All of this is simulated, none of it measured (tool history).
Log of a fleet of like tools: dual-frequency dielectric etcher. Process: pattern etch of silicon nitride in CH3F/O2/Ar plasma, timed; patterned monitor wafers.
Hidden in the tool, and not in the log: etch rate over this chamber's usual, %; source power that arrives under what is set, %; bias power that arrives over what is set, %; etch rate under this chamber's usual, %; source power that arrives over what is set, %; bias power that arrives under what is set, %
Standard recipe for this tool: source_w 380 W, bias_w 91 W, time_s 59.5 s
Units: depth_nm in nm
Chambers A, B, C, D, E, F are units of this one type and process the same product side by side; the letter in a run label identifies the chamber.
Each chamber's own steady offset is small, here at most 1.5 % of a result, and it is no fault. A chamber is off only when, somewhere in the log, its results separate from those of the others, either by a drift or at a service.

run   hour  source_w  bias_w  time_s  hours since the last wet clean  hours since the last source power generator calibration  hours since the last bias power generator calibration  read-back reference wafer on the same gauge, depth_nm  depth_nm
 1F    2.4       380      91    59.5                           378.8                                                    400.5                                                 2249.4                                                 51.084    43.534
 2B    6.5       380      91    59.5                           284.8                                                     3807                                                  935.4                                                 51.151    43.928
 3C    8.8       380      91    59.5                             166                                                   1227.9                                                   1776                                                 51.124    44.405
 4E     12       380      91    59.5                           189.1                                                    846.5                                                 1572.5                                                  51.08    44.313
 5D   16.9       380      91    59.5                           204.4                                                   1007.2                                                   2298                                                  51.16    43.933
 6A   21.2       380      91    59.5                           427.9                                                   2968.7                                                  940.2                                                 51.181    43.784
 7A   24.3       380      91    59.5                             431                                                   2971.8                                                  943.3                                                 51.132    43.491
 8D   28.4       380      91    59.5                           215.9                                                   1018.7                                                 2309.5                                                 50.982    43.648
 9F   31.5       380      91    59.5                           407.9                                                    429.6                                                 2278.5                                                  51.18    44.129
10B   34.4       380      91    59.5                           312.7                                                   3834.9                                                  963.3                                                 51.078    44.104
11C   38.6       340      91    59.5                           195.8                                                   1257.7                                                 1805.8                                                 51.121    42.682
12E   41.9       340      91    59.5                             219                                                    876.4                                                 1602.4                                                 51.056    42.845
13E     46       340      91    59.5                           223.1                                                    880.5                                                 1606.5                                                 51.079    43.477
14A   48.8       340      91    59.5                           455.5                                                   2996.3                                                  967.8                                                 51.152    42.359
15D     53       340      91    59.5                           240.5                                                   1043.3                                                 2334.1                                                 51.164    42.233
16C   55.5       340      91    59.5                           212.7                                                   1274.6                                                 1822.7                                                 51.076    42.538
17F   59.2       380      91    59.5                           435.6                                                    457.3                                                 2306.2                                                 50.992    44.555
18B   61.7       380      91    59.5                             340                                                   3862.2                                                  990.6                                                 51.096    43.503
19A   66.3       380      91    59.5                             473                                                   3013.8                                                  985.3                                                 51.061    44.208
20D     70       380      91    59.5                           257.5                                                   1060.3                                                 2351.1                                                 50.999    43.545
21B   72.9       380      91    59.5                           351.2                                                   3873.4                                                 1001.8                                                  51.11    43.697
22F   75.6       380      91    59.5                             452                                                    473.7                                                 2322.6                                                 51.167    44.417
      75.9  -- chamber F: wet clean of the chamber
23C   78.6       380      91    59.5                           235.8                                                   1297.7                                                 1845.8                                                  51.18    44.675
24E   83.5       380      91    59.5                           260.6                                                      918                                                   1644                                                 51.116    45.087
25B   86.9       380      91    59.5                           365.2                                                   3887.4                                                 1015.8                                                 51.129    42.791
26F   90.2       300      91    59.5                            14.3                                                    488.3                                                 2337.2                                                 51.038    40.008
27C   94.3       300      91    59.5                           251.5                                                   1313.4                                                 1861.5                                                 51.074    40.795
28D   97.8       300      91    59.5                           285.3                                                   1088.1                                                 2378.9                                                 51.041    40.166
29E  100.6       300      91    59.5                           277.7                                                    935.1                                                 1661.1                                                 51.025    40.963
30A  103.7       300      91    59.5                           510.4                                                   3051.2                                                 1022.7                                                 51.066    40.726
31B  106.9       300      91    59.5                           385.2                                                   3907.4                                                 1035.8                                                 51.086    39.111
32C    111       380      91    59.5                           268.2                                                   1330.1                                                 1878.2                                                 51.067    44.097
33E  113.8       380      91    59.5                           290.9                                                    948.3                                                 1674.3                                                 51.024    44.686
34D  117.2       380      91    59.5                           304.7                                                   1107.5                                                 2398.3                                                 50.967    43.638
35F  119.9       380      91    59.5                              44                                                      518                                                 2366.9                                                  51.16    43.904
36A  123.2       380      91    59.5                           529.9                                                   3070.7                                                 1042.2                                                 51.096    43.804
37E  126.8       380      91    59.5                           303.9                                                    961.3                                                 1687.3                                                 51.059    45.325
38D    129       380      70    59.5                           316.5                                                   1119.3                                                 2410.1                                                 51.105    40.003
39B  131.2       380      70    59.5                           409.5                                                   3931.7                                                 1060.1                                                  51.15    38.711
40F  135.7       380      70    59.5                            59.8                                                    533.8                                                 2382.7                                                 51.109    40.465
41C  139.6       380      70    59.5                           296.8                                                   1358.7                                                 1906.8                                                 51.142    40.386
42A  143.3       380      70    59.5                             550                                                   3090.8                                                 1062.3                                                 51.009    39.678

Is one chamber off against the others, does the gauge drift, or is nothing wrong? If a chamber is off, say which, and what the likeliest cause is.

One chamber, B, drifts off from the rest bit by bit.
Most likely cause: etch rate under this chamber's usual, % = 4.89.

Here are 4 candidates for chamber B's next run, each the usual settings with a change, their results left as question marks. Which one brings its results back in line with what the others give on the usual settings?
To be in line, a result may differ from the other chambers' mean on the usual settings by at most: depth_nm 1 nm
43B-1  146.8       480      91    59.5                                                                                                                                                                                                                ?
43B-2  146.8       380      92      62                                                                                                                                                                                                                ?
43B-3  146.8       370      89      55                                                                                                                                                                                                                ?
43B-4  146.8       380      90      57                                                                                                                                                                                                                ?

The mean the other chambers reach with the usual settings: depth_nm 44.335 nm
  run  depth_nm
43B-1    46.249
43B-2    44.275
43B-3    38.425
43B-4    40.387
Change 43B-2 lands the chamber within the allowed miss of the other chambers.
